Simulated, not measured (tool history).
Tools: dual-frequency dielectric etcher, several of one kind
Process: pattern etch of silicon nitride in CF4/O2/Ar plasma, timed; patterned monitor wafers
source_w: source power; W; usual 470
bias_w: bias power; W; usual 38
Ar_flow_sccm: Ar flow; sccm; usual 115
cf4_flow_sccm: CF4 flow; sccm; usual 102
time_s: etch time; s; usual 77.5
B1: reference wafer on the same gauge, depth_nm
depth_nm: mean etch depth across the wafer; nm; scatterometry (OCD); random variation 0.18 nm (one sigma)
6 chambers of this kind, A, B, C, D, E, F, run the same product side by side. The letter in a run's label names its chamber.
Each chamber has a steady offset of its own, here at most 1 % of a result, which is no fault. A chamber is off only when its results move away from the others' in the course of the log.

At day 0.421: chamber F: wet clean of the chamber.
Run 1B, day 0.421: usual settings; B1 129.01. Result: depth_nm 124.14 nm.
Run 2E, day 0.704: usual settings; B1 129.04. Result: depth_nm 123.48 nm.
Run 3F, day 0.917: usual settings; B1 129.04. Result: depth_nm 124.73 nm.
Run 4C, day 1.229: usual settings; B1 129.05. Result: depth_nm 125.31 nm.
Run 5D, day 1.662: usual settings; B1 129.10. Result: depth_nm 124.37 nm.
Run 6A, day 2.062: usual settings; B1 129.13. Result: depth_nm 124.63 nm.
Run 7A, day 2.279: usual settings; B1 129.15. Result: depth_nm 124.36 nm.
Run 8F, day 2.717: usual settings; B1 129.18. Result: depth_nm 124.89 nm.
Run 9E, day 3.083: usual settings; B1 129.24. Result: depth_nm 123.59 nm.
Run 10C, day 3.292: usual settings; B1 129.21. Result: depth_nm 125.41 nm.
Run 11D, day 3.696: usual settings; B1 129.26. Result: depth_nm 124.68 nm.
At day 3.808: chamber C: bias power generator calibrated.
Run 12B, day 4.025: usual settings but Ar_flow_sccm 126 sccm, time_s 90.5 s; B1 129.29. Result: depth_nm 143.36 nm.
At day 4.388: chamber B: wet clean of the chamber.
Run 13E, day 4.388: usual settings but Ar_flow_sccm 126 sccm, time_s 90.5 s; B1 129.31. Result: depth_nm 142.55 nm.
Run 14C, day 4.683: usual settings but Ar_flow_sccm 126 sccm, time_s 90.5 s; B1 129.28. Result: depth_nm 144.05 nm.
Run 15B, day 4.917: usual settings but Ar_flow_sccm 126 sccm, time_s 90.5 s; B1 129.29. Result: depth_nm 143.87 nm.
At day 5.117: chamber C: wet clean of the chamber.
Run 16D, day 5.288: usual settings but Ar_flow_sccm 126 sccm, time_s 90.5 s; B1 129.33. Result: depth_nm 143.61 nm.
At day 5.396: chamber F: source power generator calibrated.
Run 17A, day 5.500: usual settings but Ar_flow_sccm 126 sccm, time_s 90.5 s; B1 129.37. Result: depth_nm 143.40 nm.
Run 18F, day 5.867: usual settings but bias_w 44 W, time_s 96.0 s; B1 129.42. Result: depth_nm 163.52 nm.
At day 5.888: chamber C: source power generator calibrated.
Run 19B, day 6.154: usual settings but bias_w 44 W, time_s 96.0 s; B1 129.46. Result: depth_nm 163.19 nm.
Run 20F, day 6.575: usual settings but bias_w 44 W, time_s 96.0 s; B1 129.47. Result: depth_nm 163.31 nm.
At day 6.838: chamber E: wet clean of the chamber.
Run 21C, day 7.008: usual settings but bias_w 44 W, time_s 96.0 s; B1 129.42. Result: depth_nm 163.95 nm.
Run 22E, day 7.342: usual settings but bias_w 44 W, time_s 96.0 s; B1 129.47. Result: depth_nm 161.70 nm.
Run 23A, day 7.633: usual settings but bias_w 44 W, time_s 96.0 s; B1 129.51. Result: depth_nm 162.69 nm.
Run 24D, day 7.892: usual settings; B1 129.54. Result: depth_nm 124.75 nm.
Run 25D, day 8.279: usual settings but cf4_flow_sccm 117 sccm; B1 129.50. Result: depth_nm 127.52 nm.
Run 26B, day 8.604: usual settings but cf4_flow_sccm 117 sccm; B1 129.53. Result: depth_nm 126.86 nm.
Run 27A, day 8.862: usual settings but cf4_flow_sccm 117 sccm; B1 129.58. Result: depth_nm 127.38 nm.
At day 8.983: chamber A: wet clean of the chamber.
Run 28E, day 9.138: usual settings but cf4_flow_sccm 117 sccm; B1 129.58. Result: depth_nm 126.39 nm.
Run 29C, day 9.425: usual settings but cf4_flow_sccm 117 sccm; B1 129.60. Result: depth_nm 128.09 nm.
Run 30F, day 9.675: usual settings but cf4_flow_sccm 117 sccm; B1 129.61. Result: depth_nm 127.20 nm.
Run 31D, day 9.967: usual settings; B1 129.66. Result: depth_nm 124.64 nm.
Run 32B, day 10.271: usual settings; B1 129.68. Result: depth_nm 124.97 nm.
Run 33E, day 10.642: usual settings; B1 129.66. Result: depth_nm 124.11 nm.
At day 10.821: chamber F: bias power generator calibrated.
Run 34F, day 10.879: usual settings but cf4_flow_sccm 86 sccm, time_s 69.5 s; B1 129.72. Result: depth_nm 109.59 nm.
Run 35C, day 11.146: usual settings but cf4_flow_sccm 86 sccm, time_s 69.5 s; B1 129.76. Result: depth_nm 109.96 nm.
Run 36A, day 11.392: usual settings but cf4_flow_sccm 86 sccm, time_s 69.5 s; B1 129.72. Result: depth_nm 109.62 nm.

Is one chamber off against the others, does the gauge drift, or is nothing wrong? If a chamber is off, say which, and what the likeliest cause is.

The gauge drifts, so all chambers seem to drift together. No chamber is off.
Cause: gauge reads high (%) = 0.581.

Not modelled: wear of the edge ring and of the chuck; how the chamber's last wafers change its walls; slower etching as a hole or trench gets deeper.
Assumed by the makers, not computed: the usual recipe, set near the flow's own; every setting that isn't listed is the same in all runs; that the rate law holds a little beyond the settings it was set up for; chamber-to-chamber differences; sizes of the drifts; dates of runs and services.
